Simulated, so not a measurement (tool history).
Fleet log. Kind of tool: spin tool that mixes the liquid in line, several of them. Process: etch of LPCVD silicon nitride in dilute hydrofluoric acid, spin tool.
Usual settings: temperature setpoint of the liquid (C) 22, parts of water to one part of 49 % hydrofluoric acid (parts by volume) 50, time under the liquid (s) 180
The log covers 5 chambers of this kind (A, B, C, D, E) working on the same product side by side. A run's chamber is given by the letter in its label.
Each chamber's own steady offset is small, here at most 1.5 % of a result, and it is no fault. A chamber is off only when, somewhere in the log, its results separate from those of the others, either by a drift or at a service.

run   hour  temperature setpoint of the liquid (C)  parts of water to one part of 49 % hydrofluoric acid (parts by volume)  time under the liquid (s)  hours since the thermometer was replaced  hours since the hydrofluoric acid flow meter was replaced  read-back film thickness of the LPCVD silicon nitride reference wafer, read on the same gauge (nm)  thickness taken off the LPCVD silicon nitride on a monitor wafer (angstrom)
 1D    7.4                                      22                                                                      50                        180                                     740.5                                                      910.9                                                                                              120.01                                                                       13.528
 2E   11.4                                      22                                                                      50                        180                                    1197.8                                                      214.3                                                                                              119.97                                                                       13.548
 3B   15.3                                      22                                                                      50                        180                                     439.7                                                     1017.2                                                                                              120.03                                                                       14.161
 4A   22.1                                      22                                                                      50                        180                                     704.6                                                     1738.7                                                                                              119.97                                                                       13.716
 5C   30.8                                      22                                                                      50                        180                                     548.1                                                      934.4                                                                                              119.99                                                                       14.041
 6C   36.8                                      22                                                                      50                        180                                     554.1                                                      940.4                                                                                              120.03                                                                       14.263
 7D     45                                      22                                                                      50                        180                                     778.1                                                      948.5                                                                                              119.98                                                                       14.005
 8A   50.4                                      22                                                                      50                        180                                     732.9                                                       1767                                                                                              120.03                                                                       14.059
 9E   55.7                                      22                                                                      50                        180                                    1242.1                                                      258.6                                                                                              120.01                                                                       13.891
10B   63.9                                      22                                                                      50                        180                                     488.3                                                     1065.8                                                                                              119.97                                                                       14.055
11C   71.4                                      18                                                                      50                        230                                     588.7                                                        975                                                                                              119.99                                                                       13.513
12D   78.1                                      18                                                                      50                        230                                     811.2                                                      981.6                                                                                              120.01                                                                       13.281
13E   84.1                                      18                                                                      50                        230                                    1270.5                                                        287                                                                                              119.97                                                                       13.807
14A   92.6                                      18                                                                      50                        230                                     775.1                                                     1809.2                                                                                              119.99                                                                       13.404
15B   98.1                                      18                                                                      50                        230                                     522.5                                                       1100                                                                                              120.01                                                                       13.737
16A    103                                      22                                                                      50                        180                                     785.5                                                     1819.6                                                                                                 120                                                                       14.036
17E  108.8                                      22                                                                      50                        180                                    1295.2                                                      311.7                                                                                              120.01                                                                       13.989
18D    113                                    17.5                                                                      60                        180                                     846.1                                                     1016.5                                                                                              119.98                                                                       8.4341
19C  121.7                                    17.5                                                                      60                        180                                       639                                                     1025.3                                                                                              119.99                                                                       8.3887
20B  127.7                                    17.5                                                                      60                        180                                     552.1                                                     1129.6                                                                                                 120                                                                       8.6478
21B    132                                    17.5                                                                      60                        180                                     556.4                                                     1133.9                                                                                                 120                                                                       8.5571
22E    136                                    17.5                                                                      60                        180                                    1322.4                                                      338.9                                                                                                 120                                                                       8.4764
23C  142.8                                      22                                                                      50                        180                                     660.1                                                     1046.4                                                                                              120.01                                                                        14.27
24D  149.9                                      22                                                                      50                        180                                       883                                                     1053.4                                                                                                 120                                                                       13.408
25A  156.1                                      22                                                                      50                        180                                     838.6                                                     1872.7                                                                                              120.01                                                                        14.11
26B  163.6                                      22                                                                      50                        180                                       588                                                     1165.5                                                                                              120.02                                                                       14.268
27D  167.5                                      22                                                                      50                        180                                     900.6                                                       1071                                                                                              119.98                                                                       12.766
28A  175.4                                      22                                                                      50                        180                                     857.9                                                       1892                                                                                              119.96                                                                       13.851
     178.5  -- chamber E: hydrofluoric acid flow meter replaced
29C  181.3                                      22                                                                      50                        180                                     698.6                                                     1084.9                                                                                              119.97                                                                       13.431
30E  188.2                                      22                                                                      50                        180                                    1374.6                                                        9.7                                                                                              119.99                                                                       13.744
31B  195.5                                      24                                                                      50                         75                                     619.9                                                     1197.4                                                                                                 120                                                                        6.927
32D  199.4                                      24                                                                      50                         75                                     932.5                                                     1102.9                                                                                              119.99                                                                       6.0265
33E  204.4                                      24                                                                      50                         75                                    1390.8                                                       25.9                                                                                                 120                                                                       6.6088
     206.8  -- chamber A: hydrofluoric acid flow meter replaced
34C  210.7                                      24                                                                      50                         75                                       728                                                     1114.3                                                                                              120.01                                                                       6.8146
35A  218.7                                      24                                                                      50                         75                                     901.2                                                       11.9                                                                                              119.99                                                                       6.7157
36B  223.7                                      22                                                                      50                        180                                     648.1                                                     1225.6                                                                                                 120                                                                       14.273
37A  229.9                                      22                                                                      50                        180                                     912.4                                                       23.1                                                                                              119.98                                                                       13.881
38D  238.3                                      22                                                                      50                        180                                     971.4                                                     1141.8                                                                                              119.98                                                                       11.814
39C  243.4                                      22                                                                      50                        180                                     760.7                                                       1147                                                                                              120.01                                                                       14.508

For the next run the whole fleet of 5 chambers uses the same settings. Give each chamber's results:
40A  249.7                                      22                                                                      50                        180                                                                                                                                                                                                                                                                                     ?
40B  249.7                                      22                                                                      50                        180                                                                                                                                                                                                                                                                                     ?
40C  249.7                                      22                                                                      50                        180                                                                                                                                                                                                                                                                                     ?
40D  249.7                                      22                                                                      50                        180                                                                                                                                                                                                                                                                                     ?
40E  249.7                                      22                                                                      50                        180                                                                                                                                                                                                                                                                                     ?

run  thickness taken off the LPCVD silicon nitride on a monitor wafer (angstrom)
40A                                                                       14.036
40B                                                                       14.068
40C                                                                       13.887
40D                                                                       11.705
40E                                                                       14.105
